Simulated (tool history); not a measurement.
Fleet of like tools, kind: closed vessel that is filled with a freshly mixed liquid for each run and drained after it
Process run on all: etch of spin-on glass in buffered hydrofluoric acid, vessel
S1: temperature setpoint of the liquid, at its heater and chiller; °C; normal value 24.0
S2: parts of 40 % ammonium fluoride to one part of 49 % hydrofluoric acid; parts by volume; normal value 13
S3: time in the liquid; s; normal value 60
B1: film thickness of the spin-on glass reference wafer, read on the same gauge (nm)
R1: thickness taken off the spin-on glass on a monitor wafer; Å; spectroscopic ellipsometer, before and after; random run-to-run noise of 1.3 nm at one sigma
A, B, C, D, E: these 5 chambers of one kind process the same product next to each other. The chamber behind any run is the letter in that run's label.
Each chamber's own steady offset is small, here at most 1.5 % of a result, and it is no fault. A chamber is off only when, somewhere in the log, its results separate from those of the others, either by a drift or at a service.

| run | hour | S1 | S2 | S3 | B1 | R1 |
|---|---|---|---|---|---|---|
| 1E | 7.8 | 24.0 | 13 | 60 | 89.998 | 1576.7 |
| 2B | 21.5 | 24.0 | 13 | 60 | 89.970 | 1595.1 |
| 3D | 31.3 | 24.0 | 13 | 60 | 90.025 | 1608.4 |
| 4A | 40.0 | 24.0 | 13 | 60 | 89.996 | 1618.9 |
| 5C | 47.4 | 24.0 | 13 | 60 | 89.988 | 1592.2 |
| 6E | 55.7 | 24.0 | 13 | 60 | 90.001 | 1602.4 |
| 7C | 65.0 | 24.0 | 13 | 60 | 90.007 | 1575.1 |
| 8D | 78.0 | 24.0 | 13 | 60 | 90.011 | 1594.0 |
| 9A | 87.6 | 24.0 | 8 | 60 | 90.010 | 2445.1 |
| 10B | 94.7 | 24.0 | 8 | 60 | 90.001 | 2486.3 |
| 11B | 104.0 | 24.0 | 8 | 60 | 89.993 | 2470.2 |
| 12D | 111.6 | 24.0 | 8 | 60 | 89.984 | 2476.0 |
| 13C | 125.1 | 24.0 | 8 | 60 | 89.973 | 2522.8 |
|  | 135.9 | chamber A: thermometer replaced |
| 14A | 139.1 | 24.0 | 13 | 60 | 89.975 | 1580.6 |
| 15E | 148.5 | 28.5 | 13 | 85 | 89.967 | 2845.7 |
| 16B | 157.3 | 28.5 | 13 | 85 | 90.020 | 2818.6 |
| 17A | 169.7 | 28.5 | 13 | 85 | 89.995 | 2835.6 |
| 18C | 182.2 | 28.5 | 13 | 85 | 90.021 | 2859.6 |
| 19E | 190.2 | 28.5 | 13 | 85 | 89.996 | 2921.1 |
| 20D | 197.2 | 24.0 | 13 | 60 | 90.035 | 1613.6 |
| 21E | 206.1 | 24.0 | 13 | 60 | 90.019 | 1602.9 |
| 22B | 218.6 | 24.0 | 13 | 60 | 90.016 | 1577.3 |
| 23D | 227.1 | 24.0 | 13 | 60 | 90.012 | 1619.2 |
| 24A | 241.5 | 24.0 | 13 | 60 | 90.010 | 1584.6 |
| 25C | 252.7 | 24.0 | 13 | 60 | 89.999 | 1610.7 |
| 26E | 260.8 | 24.0 | 13 | 60 | 89.985 | 1589.5 |
| 27A | 270.7 | 24.0 | 13 | 60 | 89.990 | 1595.5 |
| 28B | 281.8 | 24.0 | 13 | 60 | 89.995 | 1591.9 |
| 29D | 295.3 | 24.0 | 13 | 45 | 90.000 | 1223.9 |
| 30C | 307.7 | 24.0 | 13 | 45 | 90.002 | 1178.9 |
| 31A | 319.2 | 24.0 | 13 | 45 | 90.001 | 1195.9 |
| 32B | 326.2 | 24.0 | 13 | 45 | 90.000 | 1188.7 |
| 33C | 335.3 | 24.0 | 13 | 45 | 90.003 | 1189.7 |
| 34D | 346.7 | 24.0 | 13 | 60 | 90.016 | 1686.2 |
| 35E | 354.5 | 24.0 | 13 | 60 | 89.996 | 1587.7 |
| 36E | 368.3 | 24.0 | 13 | 60 | 90.005 | 1582.2 |
| 37A | 380.1 | 24.0 | 13 | 60 | 90.003 | 1593.1 |
| 38C | 388.4 | 24.0 | 13 | 60 | 89.981 | 1600.4 |
| 39B | 400.2 | 24.0 | 13 | 60 | 89.994 | 1588.8 |

Which is it: a chamber that has drifted or been left off by a service, a gauge drift common to all chambers, or only each chamber's usual small offset? If a chamber is off, name it and its likeliest cause.

One chamber, D, drifts off from the rest bit by bit.
Cause: hydrofluoric acid flow above the setpoint (%) = 5.85.
The log may not separate it from: liquid hotter than its thermometer reads (K).

Which of the 4 candidates below, each the usual settings with something changed and its results left as question marks, puts chamber D back in line with what the other chambers give on the usual settings?
In line means no further than this from the other chambers' mean on the usual settings: R1 44.0 Å
| 40D-1 | 410.6 | 23.5 | 13.5 | 60 |  | ? |
| 40D-2 | 410.6 | 24.0 | 12.5 | 65 |  | ? |
| 40D-3 | 410.6 | 24.5 | 12.5 | 60 |  | ? |
| 40D-4 | 410.6 | 24.0 | 13.5 | 55 |  | ? |

The other chambers' mean on the usual settings: R1 1588.7 Å
| run | R1 |
|---|---|
| 40D-1 | 1593.3 |
| 40D-2 | 1911.3 |
| 40D-3 | 1814.0 |
| 40D-4 | 1501.8 |
40D-1 is the one that brings the chamber's results back in line with the other chambers.

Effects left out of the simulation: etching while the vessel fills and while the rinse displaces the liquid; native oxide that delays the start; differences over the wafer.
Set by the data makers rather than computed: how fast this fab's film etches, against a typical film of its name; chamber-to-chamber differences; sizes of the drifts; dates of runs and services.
